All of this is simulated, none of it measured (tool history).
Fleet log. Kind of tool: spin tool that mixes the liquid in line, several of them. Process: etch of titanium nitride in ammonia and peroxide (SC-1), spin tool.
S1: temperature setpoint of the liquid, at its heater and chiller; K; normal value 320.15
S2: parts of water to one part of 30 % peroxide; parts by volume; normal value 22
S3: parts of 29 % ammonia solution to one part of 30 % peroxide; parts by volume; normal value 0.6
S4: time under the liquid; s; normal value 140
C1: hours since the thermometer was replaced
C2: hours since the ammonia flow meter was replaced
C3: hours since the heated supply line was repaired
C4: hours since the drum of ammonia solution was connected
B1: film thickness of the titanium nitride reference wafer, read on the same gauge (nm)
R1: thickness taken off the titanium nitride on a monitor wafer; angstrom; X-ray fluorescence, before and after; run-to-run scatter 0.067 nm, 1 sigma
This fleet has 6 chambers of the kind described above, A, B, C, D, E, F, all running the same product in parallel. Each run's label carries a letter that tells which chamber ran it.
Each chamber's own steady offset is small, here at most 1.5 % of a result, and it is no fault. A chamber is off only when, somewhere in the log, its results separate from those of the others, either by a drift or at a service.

-- hour=3.6 chamber E: new drum of ammonia solution connected
run 1D hour=13 | S1=320.15 S2=22 S3=0.6 S4=140 | C1=841.4 C2=139.2 C3=2380.3 C4=241.8 | B1=49.991 | R1=73.864
run 2C hour=24.6 | S1=320.15 S2=22 S3=0.6 S4=140 | C1=575.9 C2=400.7 C3=1414.3 C4=665.5 | B1=49.99 | R1=73.576
run 3A hour=37.9 | S1=320.15 S2=22 S3=0.6 S4=140 | C1=1528.6 C2=649.6 C3=1135.9 C4=92.3 | B1=49.972 | R1=72.595
run 4B hour=52 | S1=320.15 S2=22 S3=0.6 S4=140 | C1=1443.7 C2=856.4 C3=1502.6 C4=645.1 | B1=50.018 | R1=73.994
run 5F hour=64.1 | S1=320.15 S2=22 S3=0.6 S4=140 | C1=710.1 C2=607.8 C3=936.2 C4=88.3 | B1=49.994 | R1=71.702
run 6E hour=78.9 | S1=320.15 S2=14 S3=0.6 S4=215 | C1=714.5 C2=170.6 C3=1499 C4=75.3 | B1=50 | R1=145.68
-- hour=88.7 chamber B: new drum of ammonia solution connected
run 7A hour=91.3 | S1=320.15 S2=14 S3=0.6 S4=215 | C1=1582 C2=703 C3=1189.3 C4=145.7 | B1=49.963 | R1=145.75
run 8B hour=107.3 | S1=320.15 S2=14 S3=0.6 S4=215 | C1=1499 C2=911.7 C3=1557.9 C4=18.7 | B1=49.989 | R1=143.92
run 9D hour=121.5 | S1=320.15 S2=14 S3=0.6 S4=215 | C1=949.9 C2=247.7 C3=2488.8 C4=350.3 | B1=50.002 | R1=142.55
run 10F hour=129.8 | S1=320.15 S2=14 S3=0.6 S4=215 | C1=775.8 C2=673.5 C3=1001.9 C4=154 | B1=49.991 | R1=144.38
run 11E hour=141.2 | S1=320.15 S2=14 S3=0.6 S4=215 | C1=776.8 C2=232.9 C3=1561.3 C4=137.6 | B1=50.026 | R1=143.51
run 12C hour=151.9 | S1=320.15 S2=22 S3=0.6 S4=140 | C1=703.2 C2=528 C3=1541.6 C4=792.8 | B1=49.991 | R1=72.873
run 13A hour=166.9 | S1=320.15 S2=22 S3=0.6 S4=140 | C1=1657.6 C2=778.6 C3=1264.9 C4=221.3 | B1=49.978 | R1=72.941
run 14D hour=180.9 | S1=320.15 S2=22 S3=0.6 S4=140 | C1=1009.3 C2=307.1 C3=2548.2 C4=409.7 | B1=49.998 | R1=73.687
run 15E hour=195.6 | S1=320.15 S2=22 S3=0.6 S4=140 | C1=831.2 C2=287.3 C3=1615.7 C4=192 | B1=50.021 | R1=74.445
run 16C hour=208.5 | S1=320.15 S2=22 S3=0.6 S4=140 | C1=759.8 C2=584.6 C3=1598.2 C4=849.4 | B1=50.004 | R1=73.023
run 17B hour=223.3 | S1=320.15 S2=30.5 S3=0.6 S4=140 | C1=1615 C2=1027.7 C3=1673.9 C4=134.7 | B1=50.007 | R1=59.059
run 18F hour=232.4 | S1=320.15 S2=30.5 S3=0.6 S4=140 | C1=878.4 C2=776.1 C3=1104.5 C4=256.6 | B1=50.029 | R1=61.419
run 19D hour=240.7 | S1=320.15 S2=30.5 S3=0.6 S4=140 | C1=1069.1 C2=366.9 C3=2608 C4=469.5 | B1=49.993 | R1=61.75
-- hour=250.7 chamber E: heated supply line repaired
run 20F hour=253.5 | S1=320.15 S2=30.5 S3=0.6 S4=140 | C1=899.5 C2=797.2 C3=1125.6 C4=277.7 | B1=49.969 | R1=60.127
run 21C hour=267.7 | S1=320.15 S2=30.5 S3=0.6 S4=140 | C1=819 C2=643.8 C3=1657.4 C4=908.6 | B1=49.986 | R1=61.272
run 22A hour=277.1 | S1=320.15 S2=30.5 S3=0.6 S4=140 | C1=1767.8 C2=888.8 C3=1375.1 C4=331.5 | B1=49.97 | R1=61.019
run 23E hour=285 | S1=323.65 S2=22 S3=0.7 S4=140 | C1=920.6 C2=376.7 C3=34.3 C4=281.4 | B1=49.992 | R1=96.075
-- hour=290.4 chamber C: new drum of ammonia solution connected
run 24B hour=296.4 | S1=323.65 S2=22 S3=0.7 S4=140 | C1=1688.1 C2=1100.8 C3=1747 C4=207.8 | B1=50.009 | R1=91.949
run 25C hour=309.2 | S1=323.65 S2=22 S3=0.7 S4=140 | C1=860.5 C2=685.3 C3=1698.9 C4=18.9 | B1=50.018 | R1=95.496
run 26E hour=324.5 | S1=323.65 S2=22 S3=0.7 S4=140 | C1=960.1 C2=416.2 C3=73.8 C4=320.9 | B1=50.001 | R1=96.677
run 27A hour=337.2 | S1=323.65 S2=22 S3=0.7 S4=140 | C1=1827.9 C2=948.9 C3=1435.2 C4=391.6 | B1=50.002 | R1=97.15
run 28F hour=345.4 | S1=323.65 S2=22 S3=0.7 S4=140 | C1=991.4 C2=889.1 C3=1217.5 C4=369.6 | B1=50.026 | R1=97.828
run 29D hour=358 | S1=320.15 S2=22 S3=0.6 S4=140 | C1=1186.4 C2=484.2 C3=2725.3 C4=586.8 | B1=49.97 | R1=73.955
run 30B hour=368.8 | S1=320.15 S2=22 S3=0.9 S4=140 | C1=1760.5 C2=1173.2 C3=1819.4 C4=280.2 | B1=50.041 | R1=73.133
-- hour=375.9 chamber D: thermometer replaced
run 31A hour=381.1 | S1=320.15 S2=22 S3=0.9 S4=140 | C1=1871.8 C2=992.8 C3=1479.1 C4=435.5 | B1=49.98 | R1=79.634
run 32C hour=394.2 | S1=320.15 S2=22 S3=0.9 S4=140 | C1=945.5 C2=770.3 C3=1783.9 C4=103.9 | B1=49.981 | R1=78.979
run 33B hour=402.8 | S1=320.15 S2=22 S3=0.9 S4=140 | C1=1794.5 C2=1207.2 C3=1853.4 C4=314.2 | B1=50.015 | R1=73.516
-- hour=404.3 chamber D: ammonia flow meter replaced
run 34E hour=411.7 | S1=320.15 S2=22 S3=0.9 S4=140 | C1=1047.3 C2=503.4 C3=161 C4=408.1 | B1=49.968 | R1=80.297
run 35F hour=422.8 | S1=320.15 S2=22 S3=0.9 S4=140 | C1=1068.8 C2=966.5 C3=1294.9 C4=447 | B1=50.033 | R1=78.11
run 36D hour=430.3 | S1=320.15 S2=22 S3=0.6 S4=140 | C1=54.4 C2=26.1 C3=2797.6 C4=659.1 | B1=50.013 | R1=72.522
run 37B hour=437.7 | S1=320.15 S2=13 S3=0.6 S4=140 | C1=1829.4 C2=1242.1 C3=1888.3 C4=349.1 | B1=49.983 | R1=89.111
run 38C hour=451.3 | S1=320.15 S2=13 S3=0.6 S4=140 | C1=1002.6 C2=827.4 C3=1841 C4=161 | B1=50.009 | R1=97.486
run 39E hour=467.2 | S1=320.15 S2=13 S3=0.6 S4=140 | C1=1102.8 C2=558.9 C3=216.5 C4=463.6 | B1=49.982 | R1=97.688
-- hour=469.7 chamber D: heated supply line repaired
run 40D hour=474.7 | S1=320.15 S2=13 S3=0.6 S4=140 | C1=98.8 C2=70.5 C3=5 C4=703.5 | B1=50.023 | R1=97.171
run 41F hour=490.4 | S1=320.15 S2=13 S3=0.6 S4=140 | C1=1136.4 C2=1034.1 C3=1362.5 C4=514.6 | B1=50.014 | R1=99.364

One chamber off, gauge drift, or nothing amiss beyond the chambers' own small offsets? If it is a chamber, which one, and what is the likeliest cause?

Chamber B drifts away from the others.
Likeliest cause: temperature lost on the way to the wafer (K) = 1.52.
With only this log, it may be confused with: liquid colder than its thermometer reads (K).

Which of the 4 candidates below, each the usual settings with something changed and its results left as question marks, puts chamber B back in line with what the other chambers give on the usual settings?
In line here means within this much of the mean the other chambers give on the usual settings: R1 2.3 angstrom
run 42B-1 hour=501.9 | S1=319.15 S2=22 S3=0.6 S4=135 | R1=?
run 42B-2 hour=501.9 | S1=319.65 S2=22 S3=0.6 S4=135 | R1=?
run 42B-3 hour=501.9 | S1=320.65 S2=22 S3=0.6 S4=145 | R1=?
run 42B-4 hour=501.9 | S1=321.15 S2=21.5 S3=0.6 S4=145 | R1=?

On the usual settings, the other chambers give on average: R1 73.46 angstrom
run=42B-1 R1=58.758
run=42B-2 R1=60.868
run=42B-3 R1=70.184
run=42B-4 R1=73.613
Change 42B-4 lands the chamber within the allowed miss of the other chambers.
